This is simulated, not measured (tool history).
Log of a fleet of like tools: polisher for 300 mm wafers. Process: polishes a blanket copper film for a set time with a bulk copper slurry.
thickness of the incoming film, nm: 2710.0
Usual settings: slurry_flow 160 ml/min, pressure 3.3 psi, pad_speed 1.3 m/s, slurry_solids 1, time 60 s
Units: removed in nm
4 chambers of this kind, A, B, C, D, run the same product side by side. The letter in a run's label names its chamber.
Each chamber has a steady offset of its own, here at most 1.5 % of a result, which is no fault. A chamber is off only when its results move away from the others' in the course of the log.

run,hour,slurry_flow,pressure,pad_speed,slurry_solids,time,removed
# hour 8: chamber B: worn pad replaced by a new one
1D,13.8,160,3.3,1.3,1,60,777.88
2A,20.9,160,3.3,1.3,1,60,789
# hour 22.7: chamber A: slurry blender recalibrated
3C,30.6,160,3.3,1.3,1,60,790.49
4B,39,160,3.3,1.3,1,60,809.89
# hour 44.7: chamber D: head pressure recalibrated
# hour 50.9: chamber A: worn pad replaced by a new one
# hour 52.7: chamber D: slurry nozzle cleaned
5D,52.9,160,3.3,1.3,0.75,60,757.02
6B,63,160,3.3,1.3,0.75,60,759.87
# hour 72.2: chamber B: worn pad replaced by a new one
7A,73.8,160,3.3,1.3,0.75,60,752.38
# hour 78.1: chamber C: slurry nozzle cleaned
# hour 80.1: chamber D: worn pad replaced by a new one
8C,85.9,160,3.3,1.3,0.75,60,749.1
# hour 86.7: chamber D: slurry blender recalibrated
# hour 94: chamber C: worn pad replaced by a new one
9B,95.2,160,3.3,1.3,1,60,799.29
10D,103.3,160,3.3,1.3,1,60,781.2
# hour 103.8: chamber A: worn pad replaced by a new one
# hour 105.1: chamber B: slurry blender recalibrated
# hour 108.8: chamber C: head pressure recalibrated
11C,112.2,160,3.3,1.3,1,60,789.49
12A,123.7,160,3.3,1.3,1,60,793.53
# hour 126.5: chamber B: worn pad replaced by a new one
13D,135.8,160,3.3,1.3,1,60,790.45
14A,142.7,160,3.3,1.1,1,60,679.79
# hour 149.5: chamber C: slurry blender recalibrated
15B,155.5,160,3.3,1.1,1,60,679.4
# hour 160.1: chamber B: slurry nozzle cleaned
16C,169.4,160,3.3,1.1,1,60,665.02
# hour 173.4: chamber A: worn pad replaced by a new one
# hour 180.4: chamber B: worn pad replaced by a new one
17A,182.4,160,3.3,1.1,1,60,683.87
# hour 185.1: chamber D: worn pad replaced by a new one
18B,190.6,125,3.3,1.3,1,60,767.85
19D,197.8,125,3.3,1.3,1,60,770.33
# hour 198.9: chamber A: head pressure recalibrated
20C,210.3,125,3.3,1.3,1,60,778.96
21B,219.4,125,3.3,1.3,1,60,779.13
22D,230.7,160,3.3,1.3,1,60,788.99
# hour 231.2: chamber C: worn pad replaced by a new one
# hour 231.4: chamber A: worn pad replaced by a new one
# hour 234.3: chamber A: slurry blender recalibrated
# hour 241.6: chamber D: slurry blender recalibrated
23C,241.6,160,3.3,1.3,1,60,799.58
# hour 246.1: chamber B: worn pad replaced by a new one
24A,255.3,160,3.3,1.3,1,60,793.43
# hour 261: chamber C: slurry nozzle cleaned
25D,267,160,3.3,1.3,1,60,786.2
26A,277.6,160,3.3,1.3,1,60,794.48
27B,286.8,160,3.3,1.3,1,60,804.37
# hour 293.1: chamber A: slurry nozzle cleaned
28C,293.5,160,3.3,1.3,1,60,795.81
# hour 301.1: chamber A: worn pad replaced by a new one
29A,303.8,160,3.3,1.3,1,60,799.24

Is one chamber off against the others, does the gauge drift, or is nothing wrong? If a chamber is off, say which, and what the likeliest cause is.

No chamber stands off beyond its own small offset, and the gauge holds steady.
